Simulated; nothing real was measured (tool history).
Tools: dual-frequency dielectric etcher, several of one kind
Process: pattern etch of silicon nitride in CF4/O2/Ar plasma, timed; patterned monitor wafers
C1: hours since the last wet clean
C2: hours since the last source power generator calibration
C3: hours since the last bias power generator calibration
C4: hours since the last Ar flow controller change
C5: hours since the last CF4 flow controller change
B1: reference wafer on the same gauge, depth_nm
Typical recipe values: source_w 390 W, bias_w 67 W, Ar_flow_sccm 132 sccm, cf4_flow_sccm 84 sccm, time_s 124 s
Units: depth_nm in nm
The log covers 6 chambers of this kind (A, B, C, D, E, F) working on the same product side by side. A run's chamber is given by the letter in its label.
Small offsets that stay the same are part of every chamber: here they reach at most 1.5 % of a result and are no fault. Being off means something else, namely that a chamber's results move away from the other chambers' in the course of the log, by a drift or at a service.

{"run": "1B", "hour": 4.7, "source_w": 390, "bias_w": 67, "Ar_flow_sccm": 132, "cf4_flow_sccm": 84, "time_s": 124, "C1": 312.3, "C2": 4358.7, "C3": 1800, "C4": 1424.6, "C5": 1424.5, "B1": 170.07, "depth_nm": 205.73}
{"run": "2C", "hour": 9.1, "source_w": 390, "bias_w": 67, "Ar_flow_sccm": 132, "cf4_flow_sccm": 84, "time_s": 124, "C1": 78.8, "C2": 1738.8, "C3": 1426.8, "C4": 2021.5, "C5": 771.1, "B1": 170.03, "depth_nm": 204.06}
{"run": "3E", "hour": 16.5, "source_w": 390, "bias_w": 67, "Ar_flow_sccm": 132, "cf4_flow_sccm": 84, "time_s": 124, "C1": 182.7, "C2": 2160.1, "C3": 655, "C4": 2095.7, "C5": 1047.5, "B1": 169.96, "depth_nm": 202.37}
{"run": "4D", "hour": 23.6, "source_w": 390, "bias_w": 67, "Ar_flow_sccm": 132, "cf4_flow_sccm": 84, "time_s": 124, "C1": 423.5, "C2": 380.3, "C3": 3125.8, "C4": 433, "C5": 170.4, "B1": 169.87, "depth_nm": 203.81}
{"run": "5A", "hour": 29.2, "source_w": 390, "bias_w": 67, "Ar_flow_sccm": 132, "cf4_flow_sccm": 84, "time_s": 124, "C1": 360, "C2": 368.1, "C3": 1325.9, "C4": 635, "C5": 4029.8, "B1": 170.06, "depth_nm": 201.55}
{"run": "6F", "hour": 35.3, "source_w": 470, "bias_w": 67, "Ar_flow_sccm": 132, "cf4_flow_sccm": 84, "time_s": 124, "C1": 317.4, "C2": 581.1, "C3": 2121.3, "C4": 3193.7, "C5": 338.9, "B1": 170.14, "depth_nm": 237.71}
{"run": "7D", "hour": 41.3, "source_w": 470, "bias_w": 67, "Ar_flow_sccm": 132, "cf4_flow_sccm": 84, "time_s": 124, "C1": 441.2, "C2": 398, "C3": 3143.5, "C4": 450.7, "C5": 188.1, "B1": 169.86, "depth_nm": 235.83}
{"run": "8E", "hour": 46.7, "source_w": 470, "bias_w": 67, "Ar_flow_sccm": 132, "cf4_flow_sccm": 84, "time_s": 124, "C1": 212.9, "C2": 2190.3, "C3": 685.2, "C4": 2125.9, "C5": 1077.7, "B1": 169.95, "depth_nm": 236.79}
{"run": "9C", "hour": 51.2, "source_w": 470, "bias_w": 67, "Ar_flow_sccm": 132, "cf4_flow_sccm": 84, "time_s": 124, "C1": 120.9, "C2": 1780.9, "C3": 1468.9, "C4": 2063.6, "C5": 813.2, "B1": 169.94, "depth_nm": 238.64}
{"run": "10F", "hour": 56.7, "source_w": 470, "bias_w": 67, "Ar_flow_sccm": 132, "cf4_flow_sccm": 84, "time_s": 124, "C1": 338.8, "C2": 602.5, "C3": 2142.7, "C4": 3215.1, "C5": 360.3, "B1": 170.07, "depth_nm": 236.81}
{"run": "11B", "hour": 63.0, "source_w": 470, "bias_w": 67, "Ar_flow_sccm": 132, "cf4_flow_sccm": 84, "time_s": 124, "C1": 370.6, "C2": 4417, "C3": 1858.3, "C4": 1482.9, "C5": 1482.8, "B1": 170.2, "depth_nm": 238.82}
{"run": "12A", "hour": 67.6, "source_w": 390, "bias_w": 67, "Ar_flow_sccm": 132, "cf4_flow_sccm": 84, "time_s": 124, "C1": 398.4, "C2": 406.5, "C3": 1364.3, "C4": 673.4, "C5": 4068.2, "B1": 169.9, "depth_nm": 199.42}
{"run": "13E", "hour": 72.7, "source_w": 390, "bias_w": 67, "Ar_flow_sccm": 132, "cf4_flow_sccm": 84, "time_s": 124, "C1": 238.9, "C2": 2216.3, "C3": 711.2, "C4": 2151.9, "C5": 1103.7, "B1": 170.02, "depth_nm": 201}
{"run": "14D", "hour": 82.2, "source_w": 390, "bias_w": 80, "Ar_flow_sccm": 148, "cf4_flow_sccm": 84, "time_s": 124, "C1": 482.1, "C2": 438.9, "C3": 3184.4, "C4": 491.6, "C5": 229, "B1": 170.16, "depth_nm": 219.83}
{"run": "15C", "hour": 87.0, "source_w": 390, "bias_w": 80, "Ar_flow_sccm": 148, "cf4_flow_sccm": 84, "time_s": 124, "C1": 156.7, "C2": 1816.7, "C3": 1504.7, "C4": 2099.4, "C5": 849, "B1": 169.75, "depth_nm": 215.85}
{"run": "16A", "hour": 95.0, "source_w": 390, "bias_w": 80, "Ar_flow_sccm": 148, "cf4_flow_sccm": 84, "time_s": 124, "C1": 425.8, "C2": 433.9, "C3": 1391.7, "C4": 700.8, "C5": 4095.6, "B1": 169.8, "depth_nm": 213.18}
{"run": "17F", "hour": 102.4, "source_w": 390, "bias_w": 80, "Ar_flow_sccm": 148, "cf4_flow_sccm": 84, "time_s": 124, "C1": 384.5, "C2": 648.2, "C3": 2188.4, "C4": 3260.8, "C5": 406, "B1": 169.89, "depth_nm": 215.2}
{"hour": 104.4, "done": "chamber C: bias power generator calibrated"}
{"run": "18B", "hour": 108.7, "source_w": 390, "bias_w": 80, "Ar_flow_sccm": 148, "cf4_flow_sccm": 84, "time_s": 124, "C1": 416.3, "C2": 4462.7, "C3": 1904, "C4": 1528.6, "C5": 1528.5, "B1": 169.94, "depth_nm": 215.02}
{"run": "19F", "hour": 116.3, "source_w": 390, "bias_w": 80, "Ar_flow_sccm": 148, "cf4_flow_sccm": 84, "time_s": 124, "C1": 398.4, "C2": 662.1, "C3": 2202.3, "C4": 3274.7, "C5": 419.9, "B1": 170.14, "depth_nm": 212.54}
{"run": "20E", "hour": 125.8, "source_w": 390, "bias_w": 67, "Ar_flow_sccm": 132, "cf4_flow_sccm": 84, "time_s": 124, "C1": 292, "C2": 2269.4, "C3": 764.3, "C4": 2205, "C5": 1156.8, "B1": 169.87, "depth_nm": 198.7}
{"run": "21C", "hour": 133.6, "source_w": 390, "bias_w": 67, "Ar_flow_sccm": 132, "cf4_flow_sccm": 84, "time_s": 124, "C1": 203.3, "C2": 1863.3, "C3": 29.3, "C4": 2146, "C5": 895.6, "B1": 170.11, "depth_nm": 204.1}
{"run": "22B", "hour": 143.3, "source_w": 390, "bias_w": 67, "Ar_flow_sccm": 132, "cf4_flow_sccm": 84, "time_s": 124, "C1": 450.9, "C2": 4497.3, "C3": 1938.6, "C4": 1563.2, "C5": 1563.1, "B1": 170.32, "depth_nm": 202.94}
{"run": "23D", "hour": 152.7, "source_w": 390, "bias_w": 67, "Ar_flow_sccm": 132, "cf4_flow_sccm": 84, "time_s": 124, "C1": 552.6, "C2": 509.4, "C3": 3254.9, "C4": 562.1, "C5": 299.5, "B1": 169.85, "depth_nm": 204.95}
{"hour": 157.6, "done": "chamber A: wet clean of the chamber"}
{"run": "24A", "hour": 161.1, "source_w": 390, "bias_w": 67, "Ar_flow_sccm": 132, "cf4_flow_sccm": 84, "time_s": 124, "C1": 3.5, "C2": 500, "C3": 1457.8, "C4": 766.9, "C5": 4161.7, "B1": 169.96, "depth_nm": 200.15}
{"hour": 165.9, "done": "chamber D: wet clean of the chamber"}
{"run": "25D", "hour": 165.9, "source_w": 390, "bias_w": 67, "Ar_flow_sccm": 132, "cf4_flow_sccm": 84, "time_s": 124, "C1": 0, "C2": 522.6, "C3": 3268.1, "C4": 575.3, "C5": 312.7, "B1": 169.98, "depth_nm": 203.62}
{"run": "26C", "hour": 174.2, "source_w": 390, "bias_w": 67, "Ar_flow_sccm": 132, "cf4_flow_sccm": 84, "time_s": 124, "C1": 243.9, "C2": 1903.9, "C3": 69.9, "C4": 2186.6, "C5": 936.2, "B1": 169.98, "depth_nm": 200.53}
{"run": "27F", "hour": 183.8, "source_w": 390, "bias_w": 67, "Ar_flow_sccm": 132, "cf4_flow_sccm": 84, "time_s": 124, "C1": 465.9, "C2": 729.6, "C3": 2269.8, "C4": 3342.2, "C5": 487.4, "B1": 170.15, "depth_nm": 198.84}
{"run": "28E", "hour": 189.4, "source_w": 390, "bias_w": 67, "Ar_flow_sccm": 132, "cf4_flow_sccm": 84, "time_s": 124, "C1": 355.6, "C2": 2333, "C3": 827.9, "C4": 2268.6, "C5": 1220.4, "B1": 170.02, "depth_nm": 200.21}
{"run": "29A", "hour": 194.4, "source_w": 390, "bias_w": 67, "Ar_flow_sccm": 132, "cf4_flow_sccm": 84, "time_s": 124, "C1": 36.8, "C2": 533.3, "C3": 1491.1, "C4": 800.2, "C5": 4195, "B1": 169.57, "depth_nm": 200.83}
{"run": "30B", "hour": 201.0, "source_w": 390, "bias_w": 67, "Ar_flow_sccm": 132, "cf4_flow_sccm": 84, "time_s": 124, "C1": 508.6, "C2": 4555, "C3": 1996.3, "C4": 1620.9, "C5": 1620.8, "B1": 170.1, "depth_nm": 200.98}
{"hour": 202.7, "done": "chamber B: wet clean of the chamber"}
{"run": "31C", "hour": 206.6, "source_w": 390, "bias_w": 67, "Ar_flow_sccm": 132, "cf4_flow_sccm": 84, "time_s": 124, "C1": 276.3, "C2": 1936.3, "C3": 102.3, "C4": 2219, "C5": 968.6, "B1": 170.09, "depth_nm": 202.22}
{"hour": 212.6, "done": "chamber F: Ar flow controller replaced"}
{"run": "32D", "hour": 212.8, "source_w": 390, "bias_w": 67, "Ar_flow_sccm": 132, "cf4_flow_sccm": 84, "time_s": 124, "C1": 46.9, "C2": 569.5, "C3": 3315, "C4": 622.2, "C5": 359.6, "B1": 169.92, "depth_nm": 204.76}
{"run": "33A", "hour": 221.5, "source_w": 390, "bias_w": 67, "Ar_flow_sccm": 132, "cf4_flow_sccm": 84, "time_s": 124, "C1": 63.9, "C2": 560.4, "C3": 1518.2, "C4": 827.3, "C5": 4222.1, "B1": 170.02, "depth_nm": 201.02}
{"run": "34E", "hour": 225.8, "source_w": 390, "bias_w": 67, "Ar_flow_sccm": 132, "cf4_flow_sccm": 84, "time_s": 124, "C1": 392, "C2": 2369.4, "C3": 864.3, "C4": 2305, "C5": 1256.8, "B1": 170.11, "depth_nm": 199.82}
{"run": "35F", "hour": 232.6, "source_w": 390, "bias_w": 67, "Ar_flow_sccm": 132, "cf4_flow_sccm": 84, "time_s": 138.5, "C1": 514.7, "C2": 778.4, "C3": 2318.6, "C4": 20, "C5": 536.2, "B1": 169.99, "depth_nm": 224.29}
{"run": "36B", "hour": 240.9, "source_w": 390, "bias_w": 67, "Ar_flow_sccm": 132, "cf4_flow_sccm": 84, "time_s": 138.5, "C1": 38.3, "C2": 4594.9, "C3": 2036.2, "C4": 1660.8, "C5": 1660.7, "B1": 170.06, "depth_nm": 226.09}
{"run": "37C", "hour": 245.4, "source_w": 390, "bias_w": 67, "Ar_flow_sccm": 132, "cf4_flow_sccm": 84, "time_s": 138.5, "C1": 315.1, "C2": 1975.1, "C3": 141.1, "C4": 2257.8, "C5": 1007.4, "B1": 169.94, "depth_nm": 224.06}
{"run": "38D", "hour": 251.7, "source_w": 390, "bias_w": 67, "Ar_flow_sccm": 132, "cf4_flow_sccm": 84, "time_s": 138.5, "C1": 85.8, "C2": 608.4, "C3": 3353.9, "C4": 661.1, "C5": 398.5, "B1": 170.07, "depth_nm": 230.36}
{"run": "39A", "hour": 258.6, "source_w": 390, "bias_w": 67, "Ar_flow_sccm": 132, "cf4_flow_sccm": 84, "time_s": 138.5, "C1": 101, "C2": 597.5, "C3": 1555.3, "C4": 864.4, "C5": 4259.2, "B1": 169.7, "depth_nm": 225.82}
{"run": "40E", "hour": 265.5, "source_w": 390, "bias_w": 67, "Ar_flow_sccm": 132, "cf4_flow_sccm": 84, "time_s": 138.5, "C1": 431.7, "C2": 2409.1, "C3": 904, "C4": 2344.7, "C5": 1296.5, "B1": 170.02, "depth_nm": 226.59}
{"run": "41B", "hour": 272.9, "source_w": 390, "bias_w": 67, "Ar_flow_sccm": 132, "cf4_flow_sccm": 84, "time_s": 124, "C1": 70.3, "C2": 4626.9, "C3": 2068.2, "C4": 1692.8, "C5": 1692.7, "B1": 170.08, "depth_nm": 201.03}
{"run": "42F", "hour": 278.6, "source_w": 390, "bias_w": 67, "Ar_flow_sccm": 132, "cf4_flow_sccm": 84, "time_s": 124, "C1": 560.7, "C2": 824.4, "C3": 2364.6, "C4": 66, "C5": 582.2, "B1": 169.83, "depth_nm": 202.21}

Decide between three cases: one chamber stands off from its peers, the gauge reading all wafers drifts, or nothing is wrong past each chamber's small offset. Where a chamber is off, say which and what most likely put it there.

No chamber is off and the gauge is stable; the differences are just each chamber's small, constant offset.
